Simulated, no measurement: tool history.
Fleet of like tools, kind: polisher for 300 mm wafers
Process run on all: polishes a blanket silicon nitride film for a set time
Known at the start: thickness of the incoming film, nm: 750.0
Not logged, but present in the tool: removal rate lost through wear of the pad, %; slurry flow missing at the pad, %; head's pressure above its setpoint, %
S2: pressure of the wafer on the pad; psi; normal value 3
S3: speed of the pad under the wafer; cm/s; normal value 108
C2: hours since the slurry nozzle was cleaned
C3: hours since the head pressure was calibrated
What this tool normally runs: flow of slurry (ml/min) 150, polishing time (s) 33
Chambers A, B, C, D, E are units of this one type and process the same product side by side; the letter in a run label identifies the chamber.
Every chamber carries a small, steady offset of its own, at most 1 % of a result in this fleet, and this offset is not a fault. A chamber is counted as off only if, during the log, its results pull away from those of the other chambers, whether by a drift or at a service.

{"hour": 0.6, "done": "chamber A: worn pad replaced by a new one"}
{"hour": 7.5, "done": "chamber E: worn pad replaced by a new one"}
{"run": "1D", "hour": 12.1, "flow of slurry (ml/min)": 150, "S2": 3, "S3": 108, "polishing time (s)": 33, "wafers polished on this pad": 829, "C2": 187.8, "C3": 246.5, "film removed (angstrom)": 422.44}
{"run": "2A", "hour": 21.7, "flow of slurry (ml/min)": 150, "S2": 3, "S3": 108, "polishing time (s)": 33, "wafers polished on this pad": 164, "C2": 292.8, "C3": 154.8, "film removed (angstrom)": 420.31}
{"hour": 30.1, "done": "chamber C: worn pad replaced by a new one"}
{"run": "3C", "hour": 31.0, "flow of slurry (ml/min)": 150, "S2": 3, "S3": 108, "polishing time (s)": 33, "wafers polished on this pad": 7, "C2": 292.4, "C3": 477.7, "film removed (angstrom)": 418.54}
{"hour": 31.9, "done": "chamber D: worn pad replaced by a new one"}
{"run": "4E", "hour": 45.8, "flow of slurry (ml/min)": 150, "S2": 3, "S3": 108, "polishing time (s)": 33, "wafers polished on this pad": 299, "C2": 60.9, "C3": 143.8, "film removed (angstrom)": 417.05}
{"hour": 48.4, "done": "chamber B: worn pad replaced by a new one"}
{"run": "5B", "hour": 52.5, "flow of slurry (ml/min)": 150, "S2": 3, "S3": 108, "polishing time (s)": 33, "wafers polished on this pad": 32, "C2": 216, "C3": 185.8, "film removed (angstrom)": 416.75}
{"run": "6C", "hour": 59.9, "flow of slurry (ml/min)": 150, "S2": 3, "S3": 108, "polishing time (s)": 33, "wafers polished on this pad": 233, "C2": 321.3, "C3": 506.6, "film removed (angstrom)": 422.52}
{"run": "7A", "hour": 71.8, "flow of slurry (ml/min)": 125, "S2": 3, "S3": 108, "polishing time (s)": 33, "wafers polished on this pad": 556, "C2": 342.9, "C3": 204.9, "film removed (angstrom)": 410.92}
{"hour": 77.9, "done": "chamber A: worn pad replaced by a new one"}
{"run": "8B", "hour": 84.7, "flow of slurry (ml/min)": 125, "S2": 3, "S3": 108, "polishing time (s)": 33, "wafers polished on this pad": 284, "C2": 248.2, "C3": 218, "film removed (angstrom)": 407.26}
{"hour": 90.5, "done": "chamber E: worn pad replaced by a new one"}
{"run": "9E", "hour": 97.6, "flow of slurry (ml/min)": 125, "S2": 3, "S3": 108, "polishing time (s)": 33, "wafers polished on this pad": 55, "C2": 112.7, "C3": 195.6, "film removed (angstrom)": 407.09}
{"run": "10D", "hour": 108.3, "flow of slurry (ml/min)": 125, "S2": 3, "S3": 108, "polishing time (s)": 33, "wafers polished on this pad": 597, "C2": 284, "C3": 342.7, "film removed (angstrom)": 403.23}
{"run": "11A", "hour": 120.4, "flow of slurry (ml/min)": 125, "S2": 3, "S3": 108, "polishing time (s)": 33, "wafers polished on this pad": 332, "C2": 391.5, "C3": 253.5, "film removed (angstrom)": 405.64}
{"run": "12B", "hour": 132.5, "flow of slurry (ml/min)": 150, "S2": 3, "S3": 108, "polishing time (s)": 33, "wafers polished on this pad": 657, "C2": 296, "C3": 265.8, "film removed (angstrom)": 419.97}
{"run": "13D", "hour": 142.7, "flow of slurry (ml/min)": 150, "S2": 3, "S3": 108, "polishing time (s)": 33, "wafers polished on this pad": 865, "C2": 318.4, "C3": 377.1, "film removed (angstrom)": 415.7}
{"hour": 147.8, "done": "chamber B: head pressure recalibrated"}
{"run": "14C", "hour": 156.0, "flow of slurry (ml/min)": 150, "S2": 3, "S3": 108, "polishing time (s)": 33, "wafers polished on this pad": 983, "C2": 417.4, "C3": 602.7, "film removed (angstrom)": 412.52}
{"hour": 156.4, "done": "chamber B: worn pad replaced by a new one"}
{"run": "15E", "hour": 163.6, "flow of slurry (ml/min)": 150, "S2": 3, "S3": 108, "polishing time (s)": 33, "wafers polished on this pad": 571, "C2": 178.7, "C3": 261.6, "film removed (angstrom)": 416.6}
{"hour": 165.0, "done": "chamber A: worn pad replaced by a new one"}
{"run": "16A", "hour": 171.2, "flow of slurry (ml/min)": 150, "S2": 3, "S3": 108, "polishing time (s)": 33, "wafers polished on this pad": 48, "C2": 442.3, "C3": 304.3, "film removed (angstrom)": 422.71}
{"run": "17B", "hour": 178.7, "flow of slurry (ml/min)": 150, "S2": 3, "S3": 108, "polishing time (s)": 33, "wafers polished on this pad": 174, "C2": 342.2, "C3": 31, "film removed (angstrom)": 421.38}
{"hour": 182.5, "done": "chamber C: worn pad replaced by a new one"}
{"hour": 183.6, "done": "chamber D: worn pad replaced by a new one"}
{"hour": 187.6, "done": "chamber E: worn pad replaced by a new one"}
{"run": "18E", "hour": 191.9, "flow of slurry (ml/min)": 150, "S2": 3, "S3": 108, "polishing time (s)": 33, "wafers polished on this pad": 34, "C2": 207, "C3": 289.9, "film removed (angstrom)": 423.88}
{"run": "19C", "hour": 206.5, "flow of slurry (ml/min)": 150, "S2": 3, "S3": 108, "polishing time (s)": 33, "wafers polished on this pad": 188, "C2": 467.9, "C3": 653.2, "film removed (angstrom)": 406.5}
{"run": "20D", "hour": 220.7, "flow of slurry (ml/min)": 150, "S2": 3, "S3": 108, "polishing time (s)": 33, "wafers polished on this pad": 290, "C2": 396.4, "C3": 455.1, "film removed (angstrom)": 421.7}
{"run": "21D", "hour": 232.4, "flow of slurry (ml/min)": 150, "S2": 3, "S3": 108, "polishing time (s)": 33, "wafers polished on this pad": 381, "C2": 408.1, "C3": 466.8, "film removed (angstrom)": 422.56}
{"run": "22E", "hour": 244.7, "flow of slurry (ml/min)": 150, "S2": 3, "S3": 108, "polishing time (s)": 33, "wafers polished on this pad": 446, "C2": 259.8, "C3": 342.7, "film removed (angstrom)": 419.99}
{"run": "23A", "hour": 252.5, "flow of slurry (ml/min)": 150, "S2": 3, "S3": 108, "polishing time (s)": 33, "wafers polished on this pad": 683, "C2": 523.6, "C3": 385.6, "film removed (angstrom)": 426.57}
{"hour": 254.7, "done": "chamber A: worn pad replaced by a new one"}
{"run": "24C", "hour": 265.4, "flow of slurry (ml/min)": 175, "S2": 3, "S3": 108, "polishing time (s)": 41, "wafers polished on this pad": 648, "C2": 526.8, "C3": 712.1, "film removed (angstrom)": 516.93}
{"run": "25B", "hour": 278.7, "flow of slurry (ml/min)": 175, "S2": 3, "S3": 108, "polishing time (s)": 41, "wafers polished on this pad": 955, "C2": 442.2, "C3": 131, "film removed (angstrom)": 536.39}
{"hour": 281.7, "done": "chamber B: worn pad replaced by a new one"}
{"hour": 288.0, "done": "chamber E: worn pad replaced by a new one"}
{"run": "26B", "hour": 288.4, "flow of slurry (ml/min)": 175, "S2": 3, "S3": 108, "polishing time (s)": 41, "wafers polished on this pad": 53, "C2": 451.9, "C3": 140.7, "film removed (angstrom)": 536.59}
{"hour": 295.6, "done": "chamber B: slurry nozzle cleaned"}
{"run": "27C", "hour": 296.3, "flow of slurry (ml/min)": 175, "S2": 3, "S3": 108, "polishing time (s)": 41, "wafers polished on this pad": 889, "C2": 557.7, "C3": 743, "film removed (angstrom)": 506.54}
{"run": "28A", "hour": 310.2, "flow of slurry (ml/min)": 175, "S2": 3, "S3": 108, "polishing time (s)": 41, "wafers polished on this pad": 434, "C2": 581.3, "C3": 443.3, "film removed (angstrom)": 545.11}
{"run": "29E", "hour": 321.0, "flow of slurry (ml/min)": 150, "S2": 3, "S3": 108, "polishing time (s)": 33, "wafers polished on this pad": 258, "C2": 336.1, "C3": 419, "film removed (angstrom)": 428.26}
{"hour": 332.7, "done": "chamber A: worn pad replaced by a new one"}
{"run": "30D", "hour": 334.4, "flow of slurry (ml/min)": 150, "S2": 3, "S3": 108, "polishing time (s)": 33, "wafers polished on this pad": 1178, "C2": 510.1, "C3": 568.8, "film removed (angstrom)": 420.19}
{"hour": 335.6, "done": "chamber D: worn pad replaced by a new one"}
{"run": "31C", "hour": 347.8, "flow of slurry (ml/min)": 150, "S2": 3, "S3": 108, "polishing time (s)": 33, "wafers polished on this pad": 1291, "C2": 609.2, "C3": 794.5, "film removed (angstrom)": 393.2}
{"run": "32E", "hour": 360.7, "flow of slurry (ml/min)": 150, "S2": 3, "S3": 108, "polishing time (s)": 33, "wafers polished on this pad": 568, "C2": 375.8, "C3": 458.7, "film removed (angstrom)": 425.63}
{"hour": 367.7, "done": "chamber A: head pressure recalibrated"}
{"run": "33A", "hour": 369.0, "flow of slurry (ml/min)": 150, "S2": 3, "S3": 108, "polishing time (s)": 33, "wafers polished on this pad": 283, "C2": 640.1, "C3": 1.3, "film removed (angstrom)": 423.6}
{"run": "34D", "hour": 380.0, "flow of slurry (ml/min)": 150, "S2": 3, "S3": 108, "polishing time (s)": 33, "wafers polished on this pad": 347, "C2": 555.7, "C3": 614.4, "film removed (angstrom)": 421.09}
{"run": "35B", "hour": 390.7, "flow of slurry (ml/min)": 150, "S2": 3, "S3": 108, "polishing time (s)": 33, "wafers polished on this pad": 852, "C2": 95.2, "C3": 243, "film removed (angstrom)": 419.8}

The same settings go to every chamber for the next run, one line per chamber below. Forecast the results for each:
{"run": "36A", "hour": 401.3, "flow of slurry (ml/min)": 150, "S2": 3, "S3": 108, "polishing time (s)": 37, "film removed (angstrom)": "?"}
{"run": "36B", "hour": 401.3, "flow of slurry (ml/min)": 150, "S2": 3, "S3": 108, "polishing time (s)": 37, "film removed (angstrom)": "?"}
{"run": "36C", "hour": 401.3, "flow of slurry (ml/min)": 150, "S2": 3, "S3": 108, "polishing time (s)": 37, "film removed (angstrom)": "?"}
{"run": "36D", "hour": 401.3, "flow of slurry (ml/min)": 150, "S2": 3, "S3": 108, "polishing time (s)": 37, "film removed (angstrom)": "?"}
{"run": "36E", "hour": 401.3, "flow of slurry (ml/min)": 150, "S2": 3, "S3": 108, "polishing time (s)": 37, "film removed (angstrom)": "?"}

run=36A film_removed_(angstrom)=468.1
run=36B film_removed_(angstrom)=468.99
run=36C film_removed_(angstrom)=424.11
run=36D film_removed_(angstrom)=474.69
run=36E film_removed_(angstrom)=476.52
